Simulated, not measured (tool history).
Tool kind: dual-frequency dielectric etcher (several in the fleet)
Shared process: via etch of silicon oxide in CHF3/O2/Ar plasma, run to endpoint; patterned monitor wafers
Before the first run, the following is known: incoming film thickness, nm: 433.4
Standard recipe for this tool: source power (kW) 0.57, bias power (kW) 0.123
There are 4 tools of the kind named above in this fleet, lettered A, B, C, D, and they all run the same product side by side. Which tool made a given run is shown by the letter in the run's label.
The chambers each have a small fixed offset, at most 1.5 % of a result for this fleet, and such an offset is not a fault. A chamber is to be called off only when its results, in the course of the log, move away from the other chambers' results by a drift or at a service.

run	hour	source power (kW)	bias power (kW)	hours since the last wet clean	hours since the last source power generator calibration	hours since the last bias power generator calibration	endpoint time (s)
1C	7.8	0.57	0.123	221.3	2526	2641.7	252.78
2A	15	0.57	0.123	243.4	2509.2	895.5	254.66
3B	27	0.57	0.123	156.6	1588.2	170	252.3
# hour 27.3: chamber D: source power generator calibrated
4D	38.2	0.57	0.123	670.2	10.9	1115.5	257.3
5C	43.7	0.57	0.123	257.2	2561.9	2677.6	251.72
6D	55.7	0.57	0.123	687.7	28.4	1133	254.78
7A	62.7	0.57	0.123	291.1	2556.9	943.2	256.06
8B	72.7	0.57	0.123	202.3	1633.9	215.7	249.42
# hour 74.1: chamber D: wet clean of the chamber
9D	81.8	0.57	0.123	7.7	54.5	1159.1	255.6
10B	93.8	0.57	0.123	223.4	1655	236.8	249.25
11A	102.5	0.68	0.137	330.9	2596.7	983	229.98
12C	107.8	0.68	0.137	321.3	2626	2741.7	227.39
13B	116.7	0.68	0.137	246.3	1677.9	259.7	224.27
14D	124.8	0.68	0.137	50.7	97.5	1202.1	230.94
15A	133.4	0.57	0.123	361.8	2627.6	1013.9	253.62
16C	138.7	0.57	0.123	352.2	2656.9	2772.6	253.29
# hour 141.1: chamber A: wet clean of the chamber
17A	149	0.57	0.123	7.9	2643.2	1029.5	255.11
# hour 149.1: chamber C: wet clean of the chamber
18B	158.6	0.57	0.123	288.2	1719.8	301.6	246.07
# hour 165.8: chamber A: source power generator calibrated
19C	167.8	0.57	0.123	18.7	2686	2801.7	252.26
# hour 169.3: chamber C: source power generator calibrated
20D	178.1	0.57	0.123	104	150.8	1255.4	253.45
21C	185.1	0.57	0.123	36	15.8	2819	252.24
22A	194	0.57	0.123	52.9	28.3	1074.5	253.25
23B	201.2	0.57	0.123	330.8	1762.4	344.2	243.75
24D	207.3	0.57	0.123	133.2	180	1284.6	254.87
25A	216.9	0.57	0.123	75.8	51.2	1097.4	252.72
26D	225.9	0.57	0.123	151.8	198.6	1303.2	256.44
27B	234.8	0.57	0.123	364.4	1796	377.8	241.69
28C	245.3	0.57	0.123	96.2	76	2879.2	253.04

For the next run the whole fleet of 4 chambers uses the same settings. Give each chamber's results:
29A	254	0.57	0.145				?
29B	254	0.57	0.145				?
29C	254	0.57	0.145				?
29D	254	0.57	0.145				?

run	endpoint time (s)
29A	243.16
29B	230.12
29C	240.18
29D	242.19
